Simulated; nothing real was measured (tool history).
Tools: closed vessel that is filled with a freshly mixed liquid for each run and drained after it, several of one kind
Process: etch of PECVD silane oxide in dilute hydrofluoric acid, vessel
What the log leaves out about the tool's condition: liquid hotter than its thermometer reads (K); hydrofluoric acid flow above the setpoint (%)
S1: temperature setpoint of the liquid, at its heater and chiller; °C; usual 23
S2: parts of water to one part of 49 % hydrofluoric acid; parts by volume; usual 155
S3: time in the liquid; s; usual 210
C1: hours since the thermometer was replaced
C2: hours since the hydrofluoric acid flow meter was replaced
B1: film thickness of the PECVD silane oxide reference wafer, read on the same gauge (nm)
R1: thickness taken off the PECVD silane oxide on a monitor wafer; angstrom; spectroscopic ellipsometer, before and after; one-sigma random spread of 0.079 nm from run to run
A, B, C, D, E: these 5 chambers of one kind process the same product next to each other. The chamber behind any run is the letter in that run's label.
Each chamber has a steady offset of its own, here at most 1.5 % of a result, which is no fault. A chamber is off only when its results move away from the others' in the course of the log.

| run | hour | S1 | S2 | S3 | C1 | C2 | B1 | R1 |
|---|---|---|---|---|---|---|---|---|
| 1E | 7.7 | 23 | 155 | 210 | 1218.5 | 130.8 | 140.01 | 210.71 |
| 2A | 13.6 | 23 | 155 | 210 | 487.7 | 720.4 | 140.02 | 213.18 |
| 3D | 24 | 23 | 155 | 210 | 1056.1 | 625.8 | 140.02 | 212.13 |
| 4B | 31.8 | 23 | 155 | 210 | 1004.1 | 110.2 | 140.01 | 214.94 |
| 5C | 37.6 | 23 | 155 | 210 | 248.7 | 1220 | 140.02 | 215.07 |
| 6E | 45.1 | 23 | 155 | 210 | 1255.9 | 168.2 | 140.03 | 211.12 |
| 7C | 49.7 | 23 | 155 | 210 | 260.8 | 1232.1 | 140.02 | 216.78 |
| 8A | 56.2 | 23 | 155 | 210 | 530.3 | 763 | 140 | 211.92 |
| 9B | 60.8 | 25.5 | 155 | 210 | 1033.1 | 139.2 | 140.02 | 239.17 |
| 10D | 71.4 | 25.5 | 155 | 210 | 1103.5 | 673.2 | 140 | 235.35 |
| 11B | 78 | 25.5 | 155 | 210 | 1050.3 | 156.4 | 139.98 | 238.64 |
| 12A | 85.1 | 25.5 | 155 | 210 | 559.2 | 791.9 | 139.99 | 234.78 |
| 13D | 93.2 | 25.5 | 155 | 210 | 1125.3 | 695 | 140 | 235.24 |
| 14C | 102.8 | 23 | 230 | 170 | 313.9 | 1285.2 | 140.02 | 108.51 |
| 15E | 111.8 | 23 | 230 | 170 | 1322.6 | 234.9 | 140.01 | 107.4 |
| 16A | 116.4 | 23 | 230 | 170 | 590.5 | 823.2 | 140.01 | 107.5 |
| 17D | 122.8 | 23 | 230 | 170 | 1154.9 | 724.6 | 140.01 | 108.16 |
| 18B | 128.8 | 23 | 230 | 170 | 1101.1 | 207.2 | 140.02 | 107.55 |
| 19E | 137.4 | 23 | 155 | 210 | 1348.2 | 260.5 | 140.03 | 215.37 |
| 20C | 143.1 | 23 | 155 | 210 | 354.2 | 1325.5 | 140.01 | 214.32 |
| 21C | 149.7 | 23 | 155 | 210 | 360.8 | 1332.1 | 140.02 | 216.25 |
| 22A | 155.8 | 19 | 155 | 210 | 629.9 | 862.6 | 140.02 | 182.22 |
| 23E | 164.7 | 19 | 155 | 210 | 1375.5 | 287.8 | 139.98 | 183.3 |
| 24B | 171.1 | 19 | 155 | 210 | 1143.4 | 249.5 | 140.03 | 184.15 |
| 25D | 177.3 | 19 | 155 | 210 | 1209.4 | 779.1 | 139.98 | 181.09 |
| 26E | 184.2 | 19 | 155 | 210 | 1395 | 307.3 | 140.02 | 183.63 |
| 27B | 194.2 | 23 | 155 | 210 | 1166.5 | 272.6 | 140.02 | 214.44 |
| 28D | 203.3 | 23 | 155 | 210 | 1235.4 | 805.1 | 140 | 213.91 |
| 29A | 212.4 | 23 | 155 | 210 | 686.5 | 919.2 | 140 | 212.91 |
| 30C | 217.7 | 23 | 155 | 210 | 428.8 | 1400.1 | 139.96 | 214.85 |
| 31A | 223.4 | 23 | 155 | 210 | 697.5 | 930.2 | 139.97 | 213.6 |
| 32C | 233.7 | 23 | 155 | 210 | 444.8 | 1416.1 | 140.01 | 215.68 |
| 33E | 239.6 | 23 | 155 | 210 | 1450.4 | 362.7 | 139.99 | 217.96 |
| 34B | 248.9 | 23 | 155 | 210 | 1221.2 | 327.3 | 140 | 215.58 |
| 35D | 256.9 | 23 | 155 | 210 | 1289 | 858.7 | 140.04 | 214.64 |
| 36C | 266.9 | 23 | 205 | 320 | 478 | 1449.3 | 139.94 | 236.68 |
| 37E | 276.7 | 23 | 205 | 320 | 1487.5 | 399.8 | 140.03 | 238.26 |
| 38A | 283.1 | 23 | 205 | 320 | 757.2 | 989.9 | 140.05 | 231.82 |
| 39B | 292.7 | 23 | 205 | 320 | 1265 | 371.1 | 140 | 233.75 |

The same settings go to every chamber for the next run, one line per chamber below. Forecast the results for each:
| 40A | 300.3 | 23 | 155 | 160 |  |  |  | ? |
| 40B | 300.3 | 23 | 155 | 160 |  |  |  | ? |
| 40C | 300.3 | 23 | 155 | 160 |  |  |  | ? |
| 40D | 300.3 | 23 | 155 | 160 |  |  |  | ? |
| 40E | 300.3 | 23 | 155 | 160 |  |  |  | ? |

| run | R1 |
|---|---|
| 40A | 161.06 |
| 40B | 164.58 |
| 40C | 164.44 |
| 40D | 162.79 |
| 40E | 166.64 |

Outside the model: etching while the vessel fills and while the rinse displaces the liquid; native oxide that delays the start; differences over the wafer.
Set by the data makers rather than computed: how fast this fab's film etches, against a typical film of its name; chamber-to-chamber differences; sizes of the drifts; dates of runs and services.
